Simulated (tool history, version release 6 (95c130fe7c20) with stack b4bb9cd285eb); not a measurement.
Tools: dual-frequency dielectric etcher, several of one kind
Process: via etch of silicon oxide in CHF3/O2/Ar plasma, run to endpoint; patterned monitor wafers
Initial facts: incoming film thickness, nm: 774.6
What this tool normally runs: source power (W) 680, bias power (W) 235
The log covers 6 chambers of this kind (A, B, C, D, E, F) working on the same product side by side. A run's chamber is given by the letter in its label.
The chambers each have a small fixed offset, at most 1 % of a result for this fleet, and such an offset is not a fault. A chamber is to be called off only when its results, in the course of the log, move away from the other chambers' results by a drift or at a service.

run 1D hour=2.9 | source_power_(W)=680 bias_power_(W)=235 | endpoint_time_(s)=340.62
run 2B hour=6.4 | source_power_(W)=680 bias_power_(W)=235 | endpoint_time_(s)=340.79
run 3F hour=8.8 | source_power_(W)=680 bias_power_(W)=235 | endpoint_time_(s)=343.66
run 4E hour=12.9 | source_power_(W)=680 bias_power_(W)=235 | endpoint_time_(s)=337.57
run 5C hour=17.1 | source_power_(W)=680 bias_power_(W)=235 | endpoint_time_(s)=344.02
run 6A hour=21.7 | source_power_(W)=680 bias_power_(W)=235 | endpoint_time_(s)=339.54
run 7D hour=24.2 | source_power_(W)=760 bias_power_(W)=287 | endpoint_time_(s)=304.42
run 8F hour=28.3 | source_power_(W)=760 bias_power_(W)=287 | endpoint_time_(s)=307.91
run 9C hour=32.7 | source_power_(W)=760 bias_power_(W)=287 | endpoint_time_(s)=305.41
run 10E hour=36.6 | source_power_(W)=760 bias_power_(W)=287 | endpoint_time_(s)=300.23
run 11B hour=42.1 | source_power_(W)=760 bias_power_(W)=287 | endpoint_time_(s)=303.10
run 12A hour=45.2 | source_power_(W)=760 bias_power_(W)=287 | endpoint_time_(s)=300.73
run 13D hour=49.7 | source_power_(W)=680 bias_power_(W)=235 | endpoint_time_(s)=342.27
run 14A hour=52.9 | source_power_(W)=680 bias_power_(W)=235 | endpoint_time_(s)=337.81
run 15C hour=57.6 | source_power_(W)=680 bias_power_(W)=235 | endpoint_time_(s)=341.57
run 16F hour=60.2 | source_power_(W)=680 bias_power_(W)=235 | endpoint_time_(s)=343.78
-- hour=60.4 chamber B: wet clean of the chamber
run 17E hour=63.5 | source_power_(W)=680 bias_power_(W)=235 | endpoint_time_(s)=337.43
run 18B hour=66.7 | source_power_(W)=680 bias_power_(W)=235 | endpoint_time_(s)=343.87
run 19B hour=69.5 | source_power_(W)=680 bias_power_(W)=235 | endpoint_time_(s)=336.61
run 20D hour=72.8 | source_power_(W)=680 bias_power_(W)=235 | endpoint_time_(s)=343.15
run 21A hour=75.2 | source_power_(W)=680 bias_power_(W)=235 | endpoint_time_(s)=338.74
-- hour=75.7 chamber A: wet clean of the chamber
run 22F hour=80.4 | source_power_(W)=680 bias_power_(W)=235 | endpoint_time_(s)=338.84
run 23E hour=84.1 | source_power_(W)=680 bias_power_(W)=235 | endpoint_time_(s)=338.41
run 24C hour=89.5 | source_power_(W)=680 bias_power_(W)=198 | endpoint_time_(s)=363.70
run 25B hour=92.6 | source_power_(W)=680 bias_power_(W)=198 | endpoint_time_(s)=361.40
-- hour=92.7 chamber C: wet clean of the chamber
run 26D hour=96.3 | source_power_(W)=680 bias_power_(W)=198 | endpoint_time_(s)=366.64
run 27E hour=100.5 | source_power_(W)=680 bias_power_(W)=198 | endpoint_time_(s)=364.74
run 28C hour=103.3 | source_power_(W)=680 bias_power_(W)=198 | endpoint_time_(s)=364.20
run 29A hour=106.7 | source_power_(W)=680 bias_power_(W)=198 | endpoint_time_(s)=358.42
run 30F hour=109.9 | source_power_(W)=680 bias_power_(W)=235 | endpoint_time_(s)=336.98
run 31C hour=112.7 | source_power_(W)=680 bias_power_(W)=235 | endpoint_time_(s)=345.85
run 32B hour=117.2 | source_power_(W)=680 bias_power_(W)=235 | endpoint_time_(s)=341.59
run 33E hour=120.1 | source_power_(W)=680 bias_power_(W)=235 | endpoint_time_(s)=340.19
run 34F hour=125.4 | source_power_(W)=680 bias_power_(W)=235 | endpoint_time_(s)=334.85
run 35A hour=128.9 | source_power_(W)=680 bias_power_(W)=235 | endpoint_time_(s)=339.26
run 36D hour=134.2 | source_power_(W)=680 bias_power_(W)=235 | endpoint_time_(s)=341.20
run 37D hour=138.0 | source_power_(W)=680 bias_power_(W)=235 | endpoint_time_(s)=344.66
run 38A hour=142.4 | source_power_(W)=680 bias_power_(W)=235 | endpoint_time_(s)=339.58
run 39E hour=145.0 | source_power_(W)=550 bias_power_(W)=192 | endpoint_time_(s)=393.86
run 40B hour=149.3 | source_power_(W)=550 bias_power_(W)=192 | endpoint_time_(s)=395.87
run 41C hour=152.5 | source_power_(W)=550 bias_power_(W)=192 | endpoint_time_(s)=397.68
run 42F hour=155.9 | source_power_(W)=550 bias_power_(W)=192 | endpoint_time_(s)=388.27
run 43A hour=158.7 | source_power_(W)=550 bias_power_(W)=192 | endpoint_time_(s)=395.52
run 44E hour=163.5 | source_power_(W)=550 bias_power_(W)=192 | endpoint_time_(s)=396.69

Does one chamber stand apart from the rest, does the shared gauge drift, or is all well apart from small per-chamber offsets? Give the chamber and the most likely cause, where there is one.

Little by little, chamber F moves away from the other chambers.
What lies behind it: etch rate over this chamber's usual, % = 3.33.

Chamber F could run next with any of the 4 candidate recipes listed below; each alters the usual settings, and their results appear as question marks. Which one brings its results back in line with what the other chambers deliver on the usual settings?
To be in line, a result may differ from the other chambers' mean on the usual settings by at most: endpoint time (s) 5.20
run 45F-1 hour=167.5 | source_power_(W)=630 bias_power_(W)=218 | endpoint_time_(s)=?
run 45F-2 hour=167.5 | source_power_(W)=680 bias_power_(W)=217 | endpoint_time_(s)=?
run 45F-3 hour=167.5 | source_power_(W)=710 bias_power_(W)=244 | endpoint_time_(s)=?
run 45F-4 hour=167.5 | source_power_(W)=730 bias_power_(W)=252 | endpoint_time_(s)=?

Mean of the other chambers on the usual settings: endpoint time (s) 341.09
run=45F-1 endpoint_time_(s)=350.90
run=45F-2 endpoint_time_(s)=341.59
run=45F-3 endpoint_time_(s)=322.76
run=45F-4 endpoint_time_(s)=315.86
Change 45F-2 lands the chamber within the allowed miss of the other chambers.

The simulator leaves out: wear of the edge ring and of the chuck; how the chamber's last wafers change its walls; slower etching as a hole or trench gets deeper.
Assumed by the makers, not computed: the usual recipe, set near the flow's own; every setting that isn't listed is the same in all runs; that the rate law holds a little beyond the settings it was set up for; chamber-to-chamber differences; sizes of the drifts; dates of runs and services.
